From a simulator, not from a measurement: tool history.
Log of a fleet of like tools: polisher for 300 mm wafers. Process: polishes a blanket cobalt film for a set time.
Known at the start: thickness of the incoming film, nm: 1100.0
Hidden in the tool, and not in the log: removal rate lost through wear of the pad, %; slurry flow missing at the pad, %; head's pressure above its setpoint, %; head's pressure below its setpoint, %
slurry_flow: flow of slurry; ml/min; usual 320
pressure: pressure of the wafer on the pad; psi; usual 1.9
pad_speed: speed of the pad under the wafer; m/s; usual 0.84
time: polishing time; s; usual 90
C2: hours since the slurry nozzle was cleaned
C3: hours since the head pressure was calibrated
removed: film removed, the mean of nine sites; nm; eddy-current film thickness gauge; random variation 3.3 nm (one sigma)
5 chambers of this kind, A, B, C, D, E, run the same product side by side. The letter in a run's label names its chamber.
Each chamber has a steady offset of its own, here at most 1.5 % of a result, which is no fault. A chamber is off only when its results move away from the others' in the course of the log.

{"hour": 0.5, "done": "chamber E: worn pad replaced by a new one"}
{"run": "1D", "hour": 6.8, "slurry_flow": 320, "pressure": 1.9, "pad_speed": 0.84, "time": 90, "wafers polished on this pad": 419, "C2": 358.6, "C3": 148.5, "removed": 412.9}
{"hour": 13.2, "done": "chamber D: worn pad replaced by a new one"}
{"hour": 16.0, "done": "chamber B: worn pad replaced by a new one"}
{"run": "2E", "hour": 19.5, "slurry_flow": 320, "pressure": 1.9, "pad_speed": 0.84, "time": 90, "wafers polished on this pad": 148, "C2": 487.2, "C3": 1221.3, "removed": 416.37}
{"hour": 22.3, "done": "chamber C: worn pad replaced by a new one"}
{"run": "3B", "hour": 30.5, "slurry_flow": 320, "pressure": 1.9, "pad_speed": 0.84, "time": 90, "wafers polished on this pad": 113, "C2": 609.8, "C3": 61.7, "removed": 402.59}
{"run": "4C", "hour": 39.7, "slurry_flow": 320, "pressure": 1.9, "pad_speed": 0.84, "time": 90, "wafers polished on this pad": 136, "C2": 286.3, "C3": 417.6, "removed": 409.57}
{"hour": 47.0, "done": "chamber B: slurry nozzle cleaned"}
{"run": "5A", "hour": 47.3, "slurry_flow": 320, "pressure": 1.9, "pad_speed": 0.84, "time": 90, "wafers polished on this pad": 888, "C2": 286.6, "C3": 647.2, "removed": 411.52}
{"run": "6E", "hour": 60.3, "slurry_flow": 320, "pressure": 1.9, "pad_speed": 0.84, "time": 90, "wafers polished on this pad": 466, "C2": 528, "C3": 1262.1, "removed": 415.42}
{"run": "7A", "hour": 73.5, "slurry_flow": 320, "pressure": 1.9, "pad_speed": 0.84, "time": 90, "wafers polished on this pad": 1092, "C2": 312.8, "C3": 673.4, "removed": 401.7}
{"run": "8D", "hour": 82.1, "slurry_flow": 320, "pressure": 1.9, "pad_speed": 0.84, "time": 90, "wafers polished on this pad": 537, "C2": 433.9, "C3": 223.8, "removed": 421.35}
{"hour": 87.1, "done": "chamber D: worn pad replaced by a new one"}
{"run": "9B", "hour": 88.8, "slurry_flow": 320, "pressure": 1.9, "pad_speed": 0.84, "time": 90, "wafers polished on this pad": 567, "C2": 41.8, "C3": 120, "removed": 403.92}
{"hour": 90.8, "done": "chamber A: worn pad replaced by a new one"}
{"hour": 94.3, "done": "chamber C: worn pad replaced by a new one"}
{"run": "10C", "hour": 101.1, "slurry_flow": 320, "pressure": 1.9, "pad_speed": 0.84, "time": 90, "wafers polished on this pad": 53, "C2": 347.7, "C3": 479, "removed": 412.31}
{"run": "11E", "hour": 107.7, "slurry_flow": 320, "pressure": 1.9, "pad_speed": 0.84, "time": 90, "wafers polished on this pad": 835, "C2": 575.4, "C3": 1309.5, "removed": 411.62}
{"hour": 114.8, "done": "chamber E: worn pad replaced by a new one"}
{"hour": 116.5, "done": "chamber C: slurry nozzle cleaned"}
{"run": "12C", "hour": 117.1, "slurry_flow": 320, "pressure": 1.9, "pad_speed": 0.84, "time": 90, "wafers polished on this pad": 178, "C2": 0.7, "C3": 495, "removed": 411.02}
{"run": "13B", "hour": 125.6, "slurry_flow": 320, "pressure": 1.9, "pad_speed": 0.84, "time": 90, "wafers polished on this pad": 854, "C2": 78.6, "C3": 156.8, "removed": 408.61}
{"run": "14D", "hour": 134.2, "slurry_flow": 320, "pressure": 1.9, "pad_speed": 0.84, "time": 90, "wafers polished on this pad": 367, "C2": 486, "C3": 275.9, "removed": 414.16}
{"run": "15A", "hour": 143.8, "slurry_flow": 320, "pressure": 1.9, "pad_speed": 0.84, "time": 75, "wafers polished on this pad": 413, "C2": 383.1, "C3": 743.7, "removed": 340.69}
{"hour": 146.4, "done": "chamber B: worn pad replaced by a new one"}
{"hour": 148.9, "done": "chamber D: worn pad replaced by a new one"}
{"run": "16D", "hour": 151.5, "slurry_flow": 320, "pressure": 1.9, "pad_speed": 0.84, "time": 75, "wafers polished on this pad": 20, "C2": 503.3, "C3": 293.2, "removed": 349.39}
{"run": "17E", "hour": 162.9, "slurry_flow": 320, "pressure": 1.9, "pad_speed": 0.84, "time": 75, "wafers polished on this pad": 375, "C2": 630.6, "C3": 1364.7, "removed": 340.57}
{"run": "18B", "hour": 173.7, "slurry_flow": 320, "pressure": 1.9, "pad_speed": 0.84, "time": 75, "wafers polished on this pad": 213, "C2": 126.7, "C3": 204.9, "removed": 336.6}
{"hour": 178.9, "done": "chamber C: worn pad replaced by a new one"}
{"run": "19C", "hour": 183.9, "slurry_flow": 320, "pressure": 1.9, "pad_speed": 0.84, "time": 75, "wafers polished on this pad": 39, "C2": 67.5, "C3": 561.8, "removed": 334.13}
{"run": "20A", "hour": 190.8, "slurry_flow": 360, "pressure": 1.9, "pad_speed": 0.84, "time": 106, "wafers polished on this pad": 779, "C2": 430.1, "C3": 790.7, "removed": 486.08}
{"run": "21E", "hour": 201.0, "slurry_flow": 360, "pressure": 1.9, "pad_speed": 0.84, "time": 106, "wafers polished on this pad": 672, "C2": 668.7, "C3": 1402.8, "removed": 490.95}
{"run": "22B", "hour": 213.5, "slurry_flow": 360, "pressure": 1.9, "pad_speed": 0.84, "time": 106, "wafers polished on this pad": 523, "C2": 166.5, "C3": 244.7, "removed": 481.3}
{"hour": 219.5, "done": "chamber D: worn pad replaced by a new one"}
{"run": "23D", "hour": 224.7, "slurry_flow": 360, "pressure": 1.9, "pad_speed": 0.84, "time": 106, "wafers polished on this pad": 40, "C2": 576.5, "C3": 366.4, "removed": 495.23}
{"run": "24A", "hour": 234.1, "slurry_flow": 360, "pressure": 1.9, "pad_speed": 0.84, "time": 106, "wafers polished on this pad": 1117, "C2": 473.4, "C3": 834, "removed": 479.58}
{"hour": 239.2, "done": "chamber E: worn pad replaced by a new one"}
{"run": "25C", "hour": 240.7, "slurry_flow": 320, "pressure": 1.4, "pad_speed": 0.54, "time": 90, "wafers polished on this pad": 481, "C2": 124.3, "C3": 618.6, "removed": 181.23}
{"run": "26B", "hour": 252.4, "slurry_flow": 320, "pressure": 1.4, "pad_speed": 0.54, "time": 90, "wafers polished on this pad": 826, "C2": 205.4, "C3": 283.6, "removed": 195.18}
{"hour": 256.9, "done": "chamber C: worn pad replaced by a new one"}
{"run": "27A", "hour": 259.5, "slurry_flow": 320, "pressure": 1.4, "pad_speed": 0.54, "time": 90, "wafers polished on this pad": 1315, "C2": 498.8, "C3": 859.4, "removed": 191.59}
{"hour": 260.7, "done": "chamber B: worn pad replaced by a new one"}
{"hour": 260.8, "done": "chamber A: worn pad replaced by a new one"}
{"run": "28D", "hour": 271.7, "slurry_flow": 320, "pressure": 1.4, "pad_speed": 0.54, "time": 90, "wafers polished on this pad": 407, "C2": 623.5, "C3": 413.4, "removed": 197.17}
{"hour": 280.8, "done": "chamber A: slurry nozzle cleaned"}
{"run": "29C", "hour": 284.0, "slurry_flow": 320, "pressure": 1.4, "pad_speed": 0.54, "time": 90, "wafers polished on this pad": 212, "C2": 167.6, "C3": 661.9, "removed": 181.34}
{"hour": 294.9, "done": "chamber D: worn pad replaced by a new one"}
{"run": "30E", "hour": 295.5, "slurry_flow": 320, "pressure": 1.9, "pad_speed": 0.84, "time": 90, "wafers polished on this pad": 438, "C2": 763.2, "C3": 1497.3, "removed": 413.07}
{"run": "31A", "hour": 307.9, "slurry_flow": 320, "pressure": 1.9, "pad_speed": 0.84, "time": 90, "wafers polished on this pad": 367, "C2": 27.1, "C3": 907.8, "removed": 404.98}
{"run": "32D", "hour": 319.1, "slurry_flow": 320, "pressure": 1.9, "pad_speed": 0.84, "time": 90, "wafers polished on this pad": 188, "C2": 670.9, "C3": 460.8, "removed": 419.73}
{"run": "33B", "hour": 332.7, "slurry_flow": 320, "pressure": 1.9, "pad_speed": 0.84, "time": 90, "wafers polished on this pad": 561, "C2": 285.7, "C3": 363.9, "removed": 403.22}
{"run": "34E", "hour": 345.7, "slurry_flow": 320, "pressure": 1.9, "pad_speed": 0.84, "time": 90, "wafers polished on this pad": 830, "C2": 813.4, "C3": 1547.5, "removed": 414.87}

Next, every chamber runs the same settings. What will each give?
{"run": "35A", "hour": 355.9, "slurry_flow": 280, "pressure": 1.9, "pad_speed": 0.84, "time": 90, "removed": "?"}
{"run": "35B", "hour": 355.9, "slurry_flow": 280, "pressure": 1.9, "pad_speed": 0.84, "time": 90, "removed": "?"}
{"run": "35C", "hour": 355.9, "slurry_flow": 280, "pressure": 1.9, "pad_speed": 0.84, "time": 90, "removed": "?"}
{"run": "35D", "hour": 355.9, "slurry_flow": 280, "pressure": 1.9, "pad_speed": 0.84, "time": 90, "removed": "?"}
{"run": "35E", "hour": 355.9, "slurry_flow": 280, "pressure": 1.9, "pad_speed": 0.84, "time": 90, "removed": "?"}

run=35A removed=404.33
run=35B removed=396.81
run=35C removed=366.25
run=35D removed=407.26
run=35E removed=412.48

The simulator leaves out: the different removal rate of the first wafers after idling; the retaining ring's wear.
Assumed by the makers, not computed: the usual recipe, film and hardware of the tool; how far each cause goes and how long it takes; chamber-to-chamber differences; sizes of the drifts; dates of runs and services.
